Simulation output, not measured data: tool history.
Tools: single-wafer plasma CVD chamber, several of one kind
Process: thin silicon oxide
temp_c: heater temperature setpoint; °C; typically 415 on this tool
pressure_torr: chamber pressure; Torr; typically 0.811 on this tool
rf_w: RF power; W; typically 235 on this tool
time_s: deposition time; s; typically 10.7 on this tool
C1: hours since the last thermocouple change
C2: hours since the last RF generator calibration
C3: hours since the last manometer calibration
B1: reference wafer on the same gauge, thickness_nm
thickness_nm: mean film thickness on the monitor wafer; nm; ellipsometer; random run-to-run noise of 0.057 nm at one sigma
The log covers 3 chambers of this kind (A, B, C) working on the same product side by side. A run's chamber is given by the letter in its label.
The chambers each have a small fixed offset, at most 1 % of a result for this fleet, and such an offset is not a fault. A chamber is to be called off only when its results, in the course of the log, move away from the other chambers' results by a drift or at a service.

{"run": "1C", "hour": 11.4, "temp_c": 415, "pressure_torr": 0.811, "rf_w": 235, "time_s": 10.7, "C1": 2148.5, "C2": 694.3, "C3": 560.3, "B1": 20.199, "thickness_nm": 17.559}
{"run": "2A", "hour": 19.3, "temp_c": 415, "pressure_torr": 0.811, "rf_w": 235, "time_s": 10.7, "C1": 1222.8, "C2": 1331.5, "C3": 113.9, "B1": 20.209, "thickness_nm": 17.514}
{"run": "3B", "hour": 26.7, "temp_c": 415, "pressure_torr": 0.811, "rf_w": 235, "time_s": 10.7, "C1": 1092.1, "C2": 800.8, "C3": 1323.8, "B1": 20.214, "thickness_nm": 17.728}
{"hour": 27.5, "done": "chamber A: RF generator calibrated"}
{"run": "4A", "hour": 32.1, "temp_c": 415, "pressure_torr": 0.811, "rf_w": 235, "time_s": 10.7, "C1": 1235.6, "C2": 4.7, "C3": 126.7, "B1": 20.194, "thickness_nm": 17.489}
{"run": "5B", "hour": 39.9, "temp_c": 415, "pressure_torr": 0.811, "rf_w": 235, "time_s": 10.7, "C1": 1105.3, "C2": 814, "C3": 1337, "B1": 20.21, "thickness_nm": 17.632}
{"run": "6C", "hour": 51.7, "temp_c": 415, "pressure_torr": 0.811, "rf_w": 235, "time_s": 10.7, "C1": 2188.8, "C2": 734.6, "C3": 600.6, "B1": 20.199, "thickness_nm": 17.453}
{"run": "7B", "hour": 59.4, "temp_c": 420, "pressure_torr": 0.811, "rf_w": 270, "time_s": 10.7, "C1": 1124.8, "C2": 833.5, "C3": 1356.5, "B1": 20.201, "thickness_nm": 18.75}
{"run": "8C", "hour": 69.0, "temp_c": 420, "pressure_torr": 0.811, "rf_w": 270, "time_s": 10.7, "C1": 2206.1, "C2": 751.9, "C3": 617.9, "B1": 20.191, "thickness_nm": 18.504}
{"run": "9A", "hour": 78.6, "temp_c": 420, "pressure_torr": 0.811, "rf_w": 270, "time_s": 10.7, "C1": 1282.1, "C2": 51.2, "C3": 173.2, "B1": 20.201, "thickness_nm": 18.634}
{"run": "10B", "hour": 85.7, "temp_c": 415, "pressure_torr": 0.811, "rf_w": 265, "time_s": 8.7, "C1": 1151.1, "C2": 859.8, "C3": 1382.8, "B1": 20.197, "thickness_nm": 15.233}
{"run": "11C", "hour": 94.1, "temp_c": 415, "pressure_torr": 0.811, "rf_w": 265, "time_s": 8.7, "C1": 2231.2, "C2": 777, "C3": 643, "B1": 20.195, "thickness_nm": 15.065}
{"run": "12A", "hour": 104.4, "temp_c": 415, "pressure_torr": 0.811, "rf_w": 265, "time_s": 8.7, "C1": 1307.9, "C2": 77, "C3": 199, "B1": 20.178, "thickness_nm": 15.012}
{"run": "13B", "hour": 110.8, "temp_c": 415, "pressure_torr": 0.811, "rf_w": 235, "time_s": 10.7, "C1": 1176.2, "C2": 884.9, "C3": 1407.9, "B1": 20.198, "thickness_nm": 17.636}
{"hour": 111.8, "done": "chamber B: RF generator calibrated"}
{"run": "14A", "hour": 117.7, "temp_c": 415, "pressure_torr": 0.811, "rf_w": 235, "time_s": 10.7, "C1": 1321.2, "C2": 90.3, "C3": 212.3, "B1": 20.206, "thickness_nm": 17.649}
{"run": "15C", "hour": 123.1, "temp_c": 415, "pressure_torr": 0.811, "rf_w": 235, "time_s": 10.7, "C1": 2260.2, "C2": 806, "C3": 672, "B1": 20.205, "thickness_nm": 17.571}
{"run": "16B", "hour": 128.7, "temp_c": 415, "pressure_torr": 0.811, "rf_w": 205, "time_s": 10.7, "C1": 1194.1, "C2": 16.9, "C3": 1425.8, "B1": 20.208, "thickness_nm": 16.501}
{"run": "17C", "hour": 140.4, "temp_c": 415, "pressure_torr": 0.811, "rf_w": 205, "time_s": 10.7, "C1": 2277.5, "C2": 823.3, "C3": 689.3, "B1": 20.184, "thickness_nm": 16.528}
{"run": "18A", "hour": 146.5, "temp_c": 415, "pressure_torr": 0.811, "rf_w": 205, "time_s": 10.7, "C1": 1350, "C2": 119.1, "C3": 241.1, "B1": 20.201, "thickness_nm": 16.416}
{"run": "19A", "hour": 158.3, "temp_c": 415, "pressure_torr": 0.811, "rf_w": 235, "time_s": 10.7, "C1": 1361.8, "C2": 130.9, "C3": 252.9, "B1": 20.19, "thickness_nm": 17.507}
{"run": "20B", "hour": 168.2, "temp_c": 415, "pressure_torr": 0.811, "rf_w": 235, "time_s": 10.7, "C1": 1233.6, "C2": 56.4, "C3": 1465.3, "B1": 20.194, "thickness_nm": 17.71}
{"run": "21C", "hour": 178.0, "temp_c": 415, "pressure_torr": 0.811, "rf_w": 235, "time_s": 10.7, "C1": 2315.1, "C2": 860.9, "C3": 726.9, "B1": 20.193, "thickness_nm": 17.638}
{"run": "22B", "hour": 183.9, "temp_c": 415, "pressure_torr": 0.811, "rf_w": 235, "time_s": 10.7, "C1": 1249.3, "C2": 72.1, "C3": 1481, "B1": 20.21, "thickness_nm": 17.732}
{"run": "23C", "hour": 191.9, "temp_c": 415, "pressure_torr": 0.811, "rf_w": 235, "time_s": 10.7, "C1": 2329, "C2": 874.8, "C3": 740.8, "B1": 20.198, "thickness_nm": 17.692}
{"run": "24A", "hour": 201.6, "temp_c": 428, "pressure_torr": 0.811, "rf_w": 235, "time_s": 10.7, "C1": 1405.1, "C2": 174.2, "C3": 296.2, "B1": 20.2, "thickness_nm": 17.349}
{"run": "25C", "hour": 211.1, "temp_c": 428, "pressure_torr": 0.811, "rf_w": 235, "time_s": 10.7, "C1": 2348.2, "C2": 894, "C3": 760, "B1": 20.188, "thickness_nm": 17.522}
{"run": "26B", "hour": 218.4, "temp_c": 428, "pressure_torr": 0.811, "rf_w": 235, "time_s": 10.7, "C1": 1283.8, "C2": 106.6, "C3": 1515.5, "B1": 20.205, "thickness_nm": 17.618}
{"run": "27A", "hour": 224.9, "temp_c": 415, "pressure_torr": 0.811, "rf_w": 235, "time_s": 10.7, "C1": 1428.4, "C2": 197.5, "C3": 319.5, "B1": 20.183, "thickness_nm": 17.53}
{"run": "28C", "hour": 233.6, "temp_c": 425, "pressure_torr": 0.811, "rf_w": 260, "time_s": 10.7, "C1": 2370.7, "C2": 916.5, "C3": 782.5, "B1": 20.196, "thickness_nm": 18.445}
{"run": "29A", "hour": 240.1, "temp_c": 425, "pressure_torr": 0.811, "rf_w": 260, "time_s": 10.7, "C1": 1443.6, "C2": 212.7, "C3": 334.7, "B1": 20.196, "thickness_nm": 18.196}
{"run": "30B", "hour": 245.8, "temp_c": 425, "pressure_torr": 0.811, "rf_w": 260, "time_s": 10.7, "C1": 1311.2, "C2": 134, "C3": 1542.9, "B1": 20.203, "thickness_nm": 18.42}
{"run": "31C", "hour": 251.6, "temp_c": 415, "pressure_torr": 0.811, "rf_w": 235, "time_s": 10.7, "C1": 2388.7, "C2": 934.5, "C3": 800.5, "B1": 20.189, "thickness_nm": 17.806}
{"run": "32A", "hour": 262.3, "temp_c": 415, "pressure_torr": 0.811, "rf_w": 235, "time_s": 10.7, "C1": 1465.8, "C2": 234.9, "C3": 356.9, "B1": 20.198, "thickness_nm": 17.581}
{"run": "33B", "hour": 271.8, "temp_c": 415, "pressure_torr": 0.811, "rf_w": 235, "time_s": 10.7, "C1": 1337.2, "C2": 160, "C3": 1568.9, "B1": 20.199, "thickness_nm": 17.749}
{"run": "34C", "hour": 281.0, "temp_c": 405, "pressure_torr": 0.622, "rf_w": 235, "time_s": 10.7, "C1": 2418.1, "C2": 963.9, "C3": 829.9, "B1": 20.206, "thickness_nm": 13.845}
{"run": "35B", "hour": 289.9, "temp_c": 405, "pressure_torr": 0.622, "rf_w": 235, "time_s": 10.7, "C1": 1355.3, "C2": 178.1, "C3": 1587, "B1": 20.204, "thickness_nm": 13.589}
{"run": "36A", "hour": 295.4, "temp_c": 405, "pressure_torr": 0.622, "rf_w": 235, "time_s": 10.7, "C1": 1498.9, "C2": 268, "C3": 390, "B1": 20.191, "thickness_nm": 13.377}
{"run": "37A", "hour": 306.7, "temp_c": 415, "pressure_torr": 0.811, "rf_w": 235, "time_s": 10.7, "C1": 1510.2, "C2": 279.3, "C3": 401.3, "B1": 20.211, "thickness_nm": 17.508}
{"run": "38B", "hour": 312.5, "temp_c": 415, "pressure_torr": 0.811, "rf_w": 235, "time_s": 10.7, "C1": 1377.9, "C2": 200.7, "C3": 1609.6, "B1": 20.202, "thickness_nm": 17.701}
{"run": "39C", "hour": 322.9, "temp_c": 415, "pressure_torr": 0.811, "rf_w": 235, "time_s": 10.7, "C1": 2460, "C2": 1005.8, "C3": 871.8, "B1": 20.193, "thickness_nm": 17.901}
{"run": "40B", "hour": 332.1, "temp_c": 415, "pressure_torr": 0.811, "rf_w": 235, "time_s": 10.7, "C1": 1397.5, "C2": 220.3, "C3": 1629.2, "B1": 20.21, "thickness_nm": 17.775}
{"run": "41C", "hour": 340.8, "temp_c": 415, "pressure_torr": 0.811, "rf_w": 235, "time_s": 10.7, "C1": 2477.9, "C2": 1023.7, "C3": 889.7, "B1": 20.226, "thickness_nm": 17.953}
{"run": "42A", "hour": 347.8, "temp_c": 415, "pressure_torr": 0.811, "rf_w": 235, "time_s": 10.7, "C1": 1551.3, "C2": 320.4, "C3": 442.4, "B1": 20.218, "thickness_nm": 17.565}
{"run": "43A", "hour": 357.7, "temp_c": 415, "pressure_torr": 0.811, "rf_w": 235, "time_s": 10.7, "C1": 1561.2, "C2": 330.3, "C3": 452.3, "B1": 20.205, "thickness_nm": 17.558}

All 3 chambers run these settings next. Forecast each chamber's results:
{"run": "44A", "hour": 366.4, "temp_c": 415, "pressure_torr": 0.811, "rf_w": 215, "time_s": 10.7, "thickness_nm": "?"}
{"run": "44B", "hour": 366.4, "temp_c": 415, "pressure_torr": 0.811, "rf_w": 215, "time_s": 10.7, "thickness_nm": "?"}
{"run": "44C", "hour": 366.4, "temp_c": 415, "pressure_torr": 0.811, "rf_w": 215, "time_s": 10.7, "thickness_nm": "?"}

run=44A thickness_nm=16.804
run=44B thickness_nm=17.007
run=44C thickness_nm=17.184
